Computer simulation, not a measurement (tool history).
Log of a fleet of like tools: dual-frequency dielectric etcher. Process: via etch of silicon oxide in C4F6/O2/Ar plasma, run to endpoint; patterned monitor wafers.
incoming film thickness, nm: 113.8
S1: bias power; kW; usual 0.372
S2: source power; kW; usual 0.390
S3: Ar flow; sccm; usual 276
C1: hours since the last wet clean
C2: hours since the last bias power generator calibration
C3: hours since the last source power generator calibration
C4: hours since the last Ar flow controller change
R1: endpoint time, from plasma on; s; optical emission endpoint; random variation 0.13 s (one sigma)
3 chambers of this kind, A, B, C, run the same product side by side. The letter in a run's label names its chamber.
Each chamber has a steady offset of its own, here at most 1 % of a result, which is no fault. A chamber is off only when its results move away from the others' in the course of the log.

{"run": "1C", "day": 0.196, "S1": 0.372, "S2": 0.39, "S3": 276, "C1": 327.2, "C2": 1862.0, "C3": 493.0, "C4": 2436.3, "R1": 28.104}
{"run": "2B", "day": 0.617, "S1": 0.372, "S2": 0.39, "S3": 276, "C1": 462.6, "C2": 1483.7, "C3": 778.8, "C4": 925.6, "R1": 27.882}
{"run": "3A", "day": 0.975, "S1": 0.372, "S2": 0.39, "S3": 276, "C1": 68.8, "C2": 590.7, "C3": 426.9, "C4": 1235.7, "R1": 27.916}
{"run": "4C", "day": 1.333, "S1": 0.372, "S2": 0.39, "S3": 276, "C1": 354.5, "C2": 1889.3, "C3": 520.3, "C4": 2463.6, "R1": 27.894}
{"run": "5A", "day": 1.592, "S1": 0.372, "S2": 0.39, "S3": 276, "C1": 83.6, "C2": 605.5, "C3": 441.7, "C4": 1250.5, "R1": 27.798}
{"run": "6B", "day": 1.996, "S1": 0.372, "S2": 0.39, "S3": 276, "C1": 495.7, "C2": 1516.8, "C3": 811.9, "C4": 958.7, "R1": 28.142}
{"run": "7C", "day": 2.362, "S1": 0.372, "S2": 0.39, "S3": 276, "C1": 379.2, "C2": 1914.0, "C3": 545.0, "C4": 2488.3, "R1": 28.292}
{"run": "8A", "day": 2.679, "S1": 0.372, "S2": 0.39, "S3": 276, "C1": 109.7, "C2": 631.6, "C3": 467.8, "C4": 1276.6, "R1": 27.799}
{"run": "9B", "day": 2.888, "S1": 0.299, "S2": 0.39, "S3": 276, "C1": 517.1, "C2": 1538.2, "C3": 833.3, "C4": 980.1, "R1": 30.118}
{"run": "10C", "day": 3.325, "S1": 0.299, "S2": 0.39, "S3": 276, "C1": 402.3, "C2": 1937.1, "C3": 568.1, "C4": 2511.4, "R1": 30.152}
{"day": 3.492, "done": "chamber C: wet clean of the chamber"}
{"run": "11B", "day": 3.558, "S1": 0.299, "S2": 0.39, "S3": 276, "C1": 533.2, "C2": 1554.3, "C3": 849.4, "C4": 996.2, "R1": 30.296}
{"day": 3.629, "done": "chamber B: wet clean of the chamber"}
{"run": "12A", "day": 3.933, "S1": 0.302, "S2": 0.39, "S3": 308, "C1": 139.8, "C2": 661.7, "C3": 497.9, "C4": 1306.7, "R1": 30.522}
{"run": "13B", "day": 4.333, "S1": 0.302, "S2": 0.39, "S3": 308, "C1": 17.0, "C2": 1572.9, "C3": 868.0, "C4": 1014.8, "R1": 31.459}
{"run": "14C", "day": 4.612, "S1": 0.302, "S2": 0.39, "S3": 308, "C1": 27.0, "C2": 1968.0, "C3": 599.0, "C4": 2542.3, "R1": 30.626}
{"run": "15A", "day": 4.854, "S1": 0.301, "S2": 0.45, "S3": 276, "C1": 161.9, "C2": 683.8, "C3": 520.0, "C4": 1328.8, "R1": 28.762}
{"run": "16B", "day": 5.225, "S1": 0.301, "S2": 0.45, "S3": 276, "C1": 38.4, "C2": 1594.3, "C3": 889.4, "C4": 1036.2, "R1": 29.307}
{"run": "17C", "day": 5.558, "S1": 0.301, "S2": 0.45, "S3": 276, "C1": 49.7, "C2": 1990.7, "C3": 621.7, "C4": 2565.0, "R1": 28.723}
{"run": "18A", "day": 5.862, "S1": 0.372, "S2": 0.39, "S3": 276, "C1": 186.1, "C2": 708.0, "C3": 544.2, "C4": 1353.0, "R1": 27.949}
{"run": "19A", "day": 6.238, "S1": 0.372, "S2": 0.39, "S3": 276, "C1": 195.1, "C2": 717.0, "C3": 553.2, "C4": 1362.0, "R1": 28.108}
{"run": "20B", "day": 6.462, "S1": 0.372, "S2": 0.39, "S3": 276, "C1": 68.1, "C2": 1624.0, "C3": 919.1, "C4": 1065.9, "R1": 28.678}

All 3 chambers run these settings next. Forecast each chamber's results:
{"run": "21A", "day": 6.775, "S1": 0.372, "S2": 0.39, "S3": 276, "R1": "?"}
{"run": "21B", "day": 6.775, "S1": 0.372, "S2": 0.39, "S3": 276, "R1": "?"}
{"run": "21C", "day": 6.775, "S1": 0.372, "S2": 0.39, "S3": 276, "R1": "?"}

run=21A R1=27.784
run=21B R1=28.983
run=21C R1=28.296
